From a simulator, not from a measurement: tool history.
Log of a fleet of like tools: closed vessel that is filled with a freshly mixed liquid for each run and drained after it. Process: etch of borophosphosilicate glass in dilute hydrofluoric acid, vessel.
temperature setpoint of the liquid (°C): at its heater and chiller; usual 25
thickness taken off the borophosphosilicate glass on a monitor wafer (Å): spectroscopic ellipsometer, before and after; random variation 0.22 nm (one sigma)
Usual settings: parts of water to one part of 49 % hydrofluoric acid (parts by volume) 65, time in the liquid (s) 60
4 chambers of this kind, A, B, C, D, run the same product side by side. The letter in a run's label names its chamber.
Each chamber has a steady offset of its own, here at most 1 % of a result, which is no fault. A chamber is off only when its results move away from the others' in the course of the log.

run     day  temperature setpoint of the liquid (°C)  parts of water to one part of 49 % hydrofluoric acid (parts by volume)  time in the liquid (s)  hours since the thermometer was replaced  hours since the hydrofluoric acid flow meter was replaced  read-back film thickness of the borophosphosilicate glass reference wafer, read on the same gauge (nm)  thickness taken off the borophosphosilicate glass on a monitor wafer (Å)
 1D   0.425                                       25                                                                      65                      60                                    1256.8                                                     1094.8                                                                                                  59.969                                                                     417.5
 2C     0.8                                       25                                                                      65                      60                                     315.8                                                     1257.3                                                                                                  59.999                                                                    413.49
 3B   1.338                                       25                                                                      65                      60                                    1709.7                                                      545.3                                                                                                      60                                                                    415.29
 4A   1.738                                       25                                                                      65                      60                                     701.7                                                     1372.9                                                                                                  59.979                                                                    418.73
 5D   2.088                                       25                                                                      65                      60                                    1296.7                                                     1134.7                                                                                                  60.001                                                                    413.14
 6B   2.367                                       25                                                                      65                      60                                    1734.4                                                        570                                                                                                  60.012                                                                     416.9
 7A   2.792                                       25                                                                      65                      60                                       727                                                     1398.2                                                                                                  60.001                                                                    414.04
 8C    3.05                                       25                                                                      65                      60                                     369.8                                                     1311.3                                                                                                  59.997                                                                    409.05
 9C   3.346                                       25                                                                      65                      60                                     376.9                                                     1318.4                                                                                                  59.999                                                                    413.86
10B   3.762                                       21                                                                      65                      60                                    1767.9                                                      603.5                                                                                                  60.009                                                                    353.09
11A   4.208                                       21                                                                      65                      60                                       761                                                     1432.2                                                                                                  60.006                                                                     354.1
12D   4.746                                       21                                                                      65                      60                                    1360.5                                                     1198.5                                                                                                  59.998                                                                    353.92
      4.896  -- chamber B: thermometer replaced
13B   5.217                                       21                                                                      65                      60                                       7.7                                                      638.4                                                                                                  60.004                                                                    353.45
14A   5.562                                       25                                                                      65                      60                                     793.5                                                     1464.7                                                                                                  60.007                                                                    412.97
15D   5.962                                       25                                                                      65                      60                                    1389.7                                                     1227.7                                                                                                  59.981                                                                    422.35
16C   6.517                                       25                                                                      80                      40                                       453                                                     1394.5                                                                                                  60.001                                                                    217.87
17B   6.838                                       25                                                                      80                      40                                      46.6                                                      677.3                                                                                                  60.006                                                                     221.3
18A   7.229                                       25                                                                      80                      40                                     833.5                                                     1504.7                                                                                                  60.002                                                                    217.59
19D     7.6                                       25                                                                      80                      40                                      1429                                                       1267                                                                                                   59.99                                                                    228.38
20C   7.896                                       25                                                                      65                      60                                     486.1                                                     1427.6                                                                                                  60.003                                                                    416.57
21B   8.238                                       25                                                                      65                      60                                      80.2                                                      710.9                                                                                                  60.016                                                                    418.55
22A   8.721                                       21                                                                      65                      60                                     869.3                                                     1540.5                                                                                                  60.009                                                                    353.15
23D   9.262                                       21                                                                      65                      60                                    1468.9                                                     1306.9                                                                                                  60.009                                                                    368.32
24C   9.708                                       21                                                                      65                      60                                     529.6                                                     1471.1                                                                                                  59.986                                                                    346.41
      9.942  -- chamber C: hydrofluoric acid flow meter replaced
25D  10.046                                       21                                                                      65                      60                                    1487.7                                                     1325.7                                                                                                  59.985                                                                    369.98
26C  10.421                                       25                                                                      65                      60                                     546.7                                                       11.6                                                                                                  59.995                                                                    414.19
27B    10.7                                       25                                                                      65                      60                                     139.3                                                        770                                                                                                   59.99                                                                    418.56
28A  10.954                                       25                                                                      65                      60                                     922.9                                                     1594.1                                                                                                  59.973                                                                    414.92
29C    11.3                                       25                                                                      65                      45                                     567.8                                                       32.7                                                                                                  59.986                                                                    309.52
     11.533  -- chamber D: hydrofluoric acid flow meter replaced
30D  11.675                                       25                                                                      65                      45                                    1526.8                                                        3.5                                                                                                  59.968                                                                    327.66

What goes on in this fleet: one chamber off, a drifting gauge, or nothing beyond the chambers' own small offsets? Name the chamber and the cause, if any.

Chamber D drifts away from the others.
Cause: liquid hotter than its thermometer reads (K) = 1.53.

Here are 4 candidates for chamber D's next run, each the usual settings with a change, their results left as question marks. Which one brings its results back in line with what the others give on the usual settings?
In line means no further than this from the other chambers' mean on the usual settings: thickness taken off the borophosphosilicate glass on a monitor wafer (Å) 7.7
31D-1  12.071                                     26.5                                                                      65                      60                                                                                                                                                                                                                                                                                      ?
31D-2  12.071                                     24.5                                                                      65                      55                                                                                                                                                                                                                                                                                      ?
31D-3  12.071                                     25.5                                                                      60                      60                                                                                                                                                                                                                                                                                      ?
31D-4  12.071                                     23.5                                                                      65                      60                                                                                                                                                                                                                                                                                      ?

The other chambers' mean on the usual settings: thickness taken off the borophosphosilicate glass on a monitor wafer (Å) 415.46
  run  thickness taken off the borophosphosilicate glass on a monitor wafer (Å)
31D-1                                                                    464.88
31D-2                                                                    393.64
31D-3                                                                    488.22
31D-4                                                                    412.69
31D-4 brings the chamber back in line.
